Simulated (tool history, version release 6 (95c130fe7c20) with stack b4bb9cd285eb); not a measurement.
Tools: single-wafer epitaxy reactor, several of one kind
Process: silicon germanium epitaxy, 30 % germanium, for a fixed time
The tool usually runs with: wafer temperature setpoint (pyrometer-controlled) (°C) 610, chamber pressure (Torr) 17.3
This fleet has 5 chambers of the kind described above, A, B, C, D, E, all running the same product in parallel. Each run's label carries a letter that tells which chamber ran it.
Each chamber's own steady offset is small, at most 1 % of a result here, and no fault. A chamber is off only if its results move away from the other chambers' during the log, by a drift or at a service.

run,day,wafer temperature setpoint (pyrometer-controlled) (°C),chamber pressure (Torr),hours since the last pyrometer calibration,hours since the last manometer calibration,"read-back reference wafer on the same gauge, thickness_nm",mean film thickness on the monitor wafer (angstrom)
1A,0.225,610,17.3,1092.8,1490.7,71.024,674.11
2B,0.442,610,17.3,763.4,1497.9,71.011,667.17
3C,0.796,610,17.3,1234.4,752.2,71.048,668.31
4E,1.004,610,17.3,192.6,1585.3,71.06,671.88
5D,1.221,610,17.3,1589.6,1455.8,71.113,668.51
6D,1.446,610,17.3,1595,1461.2,71.094,670.52
7C,1.817,619,13.4,1258.9,776.7,71.094,706.52
8E,2.071,619,13.4,218.2,1610.9,71.108,714.75
9B,2.283,619,13.4,807.6,1542.1,71.114,707.14
10A,2.5,619,13.4,1147.4,1545.3,71.116,717.99
11E,2.704,619,13.4,233.4,1626.1,71.17,712.39
12C,2.996,610,17.3,1287.2,805,71.172,667.42
13D,3.208,610,17.3,1637.3,1503.5,71.184,672.32
14A,3.4,610,17.3,1169,1566.9,71.194,673.33
15B,3.758,610,17.3,843,1577.5,71.211,668.13
16A,4.054,610,17.3,1184.7,1582.6,71.22,674.97
# day 4.192: chamber D: capacitance manometer re-zeroed and calibrated
17B,4.3,610,17.3,856,1590.5,71.246,669.35
18C,4.625,610,17.3,1326.3,844.1,71.266,669.24
19D,4.8,610,17.3,1675.5,14.6,71.278,673.13
20E,5.088,610,17.3,290.6,1683.3,71.313,673.17
21B,5.267,605,20.5,879.2,1613.7,71.28,654.87
22C,5.533,605,20.5,1348.1,865.9,71.311,658.46
23E,5.838,605,20.5,308.6,1701.3,71.335,659.73
24D,6.138,605,20.5,1707.6,46.7,71.335,658.43
25A,6.321,605,20.5,1239.1,1637,71.355,659.76
26E,6.608,610,17.3,327.1,1719.8,71.355,677.45
27A,6.792,610,17.3,1250.4,1648.3,71.385,676.99
28B,7.067,610,17.3,922.4,1656.9,71.414,670.24
29D,7.267,610,17.3,1734.7,73.8,71.41,674.6
30C,7.442,599,17.3,1393.9,911.7,71.426,551.04

Read the log: is a single chamber off, either drifting away or since a service, is the gauge that measures every chamber drifting, or is nothing wrong beyond small per-chamber offsets? Name any odd chamber and what most likely caused it.

The gauge drifts, so all chambers seem to drift together. No chamber is off.
Cause: gauge reads high (%) = 0.62.
